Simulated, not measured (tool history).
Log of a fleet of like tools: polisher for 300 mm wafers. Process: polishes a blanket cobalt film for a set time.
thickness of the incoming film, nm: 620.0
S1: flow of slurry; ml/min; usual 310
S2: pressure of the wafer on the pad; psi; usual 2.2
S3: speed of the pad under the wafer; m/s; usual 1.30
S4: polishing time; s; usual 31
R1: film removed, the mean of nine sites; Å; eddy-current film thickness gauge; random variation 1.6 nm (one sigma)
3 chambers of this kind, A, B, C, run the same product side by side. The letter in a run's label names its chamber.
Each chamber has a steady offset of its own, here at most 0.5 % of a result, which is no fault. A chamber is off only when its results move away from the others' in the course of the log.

Run 1C, hour 8.6: usual settings. Result: R1 2169.5 Å.
Run 2B, hour 17.5: usual settings. Result: R1 2186.2 Å.
Run 3A, hour 31.2: usual settings. Result: R1 2170.1 Å.
At hour 40.6: chamber C: worn pad replaced by a new one.
Run 4C, hour 43.5: usual settings. Result: R1 2217.3 Å.
At hour 44.5: chamber B: head pressure recalibrated.
Run 5A, hour 60.0: usual settings but S1 380 ml/min. Result: R1 2227.6 Å.
Run 6B, hour 75.1: usual settings but S1 380 ml/min. Result: R1 2226.5 Å.
At hour 78.3: chamber B: worn pad replaced by a new one.
At hour 81.0: chamber B: slurry nozzle cleaned.
Run 7A, hour 89.3: usual settings but S1 380 ml/min. Result: R1 2235.8 Å.
Run 8C, hour 105.1: usual settings. Result: R1 2225.7 Å.
Run 9B, hour 115.2: usual settings. Result: R1 2203.5 Å.
At hour 125.1: chamber A: worn pad replaced by a new one.
Run 10C, hour 130.0: usual settings. Result: R1 2213.2 Å.
At hour 136.4: chamber C: worn pad replaced by a new one.
Run 11B, hour 141.3: usual settings. Result: R1 2241.1 Å.
At hour 150.9: chamber C: head pressure recalibrated.
Run 12A, hour 156.9: usual settings but S3 1.14 m/s. Result: R1 1945.7 Å.
At hour 168.5: chamber B: worn pad replaced by a new one.
Run 13A, hour 173.5: usual settings but S3 1.14 m/s. Result: R1 1963.7 Å.
Run 14C, hour 188.8: usual settings but S3 1.14 m/s. Result: R1 1950.8 Å.
Run 15B, hour 203.6: usual settings. Result: R1 2215.4 Å.
Run 16C, hour 211.2: usual settings. Result: R1 2194.4 Å.
Run 17A, hour 226.0: usual settings. Result: R1 2258.1 Å.
At hour 230.6: chamber C: worn pad replaced by a new one.
Run 18B, hour 240.0: usual settings. Result: R1 2200.1 Å.
Run 19A, hour 251.1: usual settings. Result: R1 2270.5 Å.
At hour 251.4: chamber B: worn pad replaced by a new one.
At hour 255.6: chamber A: worn pad replaced by a new one.
Run 20C, hour 266.1: usual settings. Result: R1 2192.7 Å.
Run 21B, hour 278.7: usual settings but S1 220 ml/min, S2 2.6 psi. Result: R1 2501.9 Å.
Run 22C, hour 294.6: usual settings but S1 220 ml/min, S2 2.6 psi. Result: R1 2506.8 Å.
Run 23A, hour 303.9: usual settings but S1 220 ml/min, S2 2.6 psi. Result: R1 2607.9 Å.
At hour 311.3: chamber C: slurry nozzle cleaned.
Run 24B, hour 312.9: usual settings but S1 360 ml/min, S2 2.0 psi. Result: R1 2019.9 Å.
At hour 322.8: chamber C: worn pad replaced by a new one.
Run 25A, hour 325.7: usual settings but S1 360 ml/min, S2 2.0 psi. Result: R1 2137.1 Å.
At hour 332.8: chamber B: worn pad replaced by a new one.
Run 26C, hour 340.3: usual settings but S1 360 ml/min, S2 2.0 psi. Result: R1 2060.9 Å.
Run 27B, hour 350.6: usual settings. Result: R1 2171.0 Å.
Run 28A, hour 360.1: usual settings. Result: R1 2333.9 Å.
Run 29B, hour 371.8: usual settings. Result: R1 2213.1 Å.
Run 30C, hour 379.1: usual settings but S1 255 ml/min. Result: R1 2165.7 Å.
At hour 382.6: chamber B: slurry nozzle cleaned.
Run 31A, hour 388.5: usual settings but S1 255 ml/min. Result: R1 2286.0 Å.
Run 32B, hour 404.7: usual settings but S1 255 ml/min. Result: R1 2163.1 Å.
Run 33C, hour 412.4: usual settings. Result: R1 2190.3 Å.

Next, every chamber runs the same settings. What will each give?
Run 34A, hour 424.4: usual settings but S2 2.6 psi. Result: R1 ?.
Run 34B, hour 424.4: usual settings but S2 2.6 psi. Result: R1 ?.
Run 34C, hour 424.4: usual settings but S2 2.6 psi. Result: R1 ?.

run      R1
34A  2795.7
34B  2581.2
34C  2630.1
